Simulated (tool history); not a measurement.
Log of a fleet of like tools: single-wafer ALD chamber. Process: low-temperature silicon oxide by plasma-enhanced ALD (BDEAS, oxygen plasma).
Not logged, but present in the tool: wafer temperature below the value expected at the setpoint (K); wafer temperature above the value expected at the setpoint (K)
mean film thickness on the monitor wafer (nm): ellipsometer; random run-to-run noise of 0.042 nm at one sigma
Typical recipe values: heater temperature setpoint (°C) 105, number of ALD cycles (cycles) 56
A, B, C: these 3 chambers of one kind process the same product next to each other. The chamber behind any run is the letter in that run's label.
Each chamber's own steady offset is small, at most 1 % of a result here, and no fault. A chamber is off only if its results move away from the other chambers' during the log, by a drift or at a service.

run,hour,heater temperature setpoint (°C),number of ALD cycles (cycles),hours since the last thermocouple change,"read-back reference wafer on the same gauge, thickness_nm",mean film thickness on the monitor wafer (nm)
1B,6.5,105,56,307.7,7.3345,7.9846
2A,14.8,105,56,1090.6,7.3299,7.9006
3C,20.7,105,56,364.3,7.3325,7.9910
4C,25.3,105,56,368.9,7.3318,7.9669
5B,31.4,105,56,332.6,7.3239,7.9610
6A,35.5,111,60,1111.3,7.3388,8.5046
7C,42.3,111,60,385.9,7.3300,8.5086
8A,48.7,111,60,1124.5,7.3267,8.4398
9B,55.3,93,56,356.5,7.3363,8.3394
10A,64.3,93,56,1140.1,7.3226,8.1718
11C,69.1,93,56,412.7,7.3271,8.3077
12B,74.6,105,56,375.8,7.3370,7.9722
13B,83.7,97,60,384.9,7.3264,8.7353
14A,88.0,97,60,1163.8,7.3274,8.6742
15C,95.2,97,60,438.8,7.3339,8.6895
16A,102.1,105,56,1177.9,7.3240,7.8956
17B,109.2,105,56,410.4,7.3297,7.9514
18C,116.7,105,56,460.3,7.3326,7.9533
19C,125.0,112,61,468.6,7.3376,8.5860
20B,131.3,112,61,432.5,7.3304,8.6233
21A,140.0,112,61,1215.8,7.3329,8.5639
22B,146.6,105,56,447.8,7.3369,7.9925
23A,151.4,105,56,1227.2,7.3355,7.8534
24C,160.2,94,56,503.8,7.3265,8.1853
25C,165.1,94,56,508.7,7.3230,8.2159
26A,169.6,94,56,1245.4,7.3316,8.1323
27B,174.5,105,56,475.7,7.3338,7.9685
28A,182.8,105,56,1258.6,7.3334,7.9235
29B,190.5,105,56,491.7,7.3436,8.1069
30C,195.3,105,56,538.9,7.3331,8.0143
31C,199.8,105,56,543.4,7.3362,7.9485
32B,204.7,105,56,505.9,7.3385,7.9401
33A,210.2,114,56,1286.0,7.3279,7.8158
34B,214.9,114,56,516.1,7.3285,7.8406
35A,220.4,114,56,1296.2,7.3293,7.7882
36C,229.1,105,56,572.7,7.3311,7.9980
37C,236.0,105,56,579.6,7.3340,8.0113
# hour 242.9: chamber A: thermocouple changed; heater temperature recalibrated
38B,244.9,105,56,546.1,7.3226,8.0322
39A,251.8,105,56,9.0,7.3250,7.9514
40A,259.4,105,56,16.6,7.3228,7.9925
41B,267.2,92,64,568.4,7.3371,9.4859

Decide between three cases: one chamber stands off from its peers, the gauge reading all wafers drifts, or nothing is wrong past each chamber's small offset. Where a chamber is off, say which and what most likely put it there.

All chambers stay in line apart from their small fixed offsets, and the gauge does not drift.
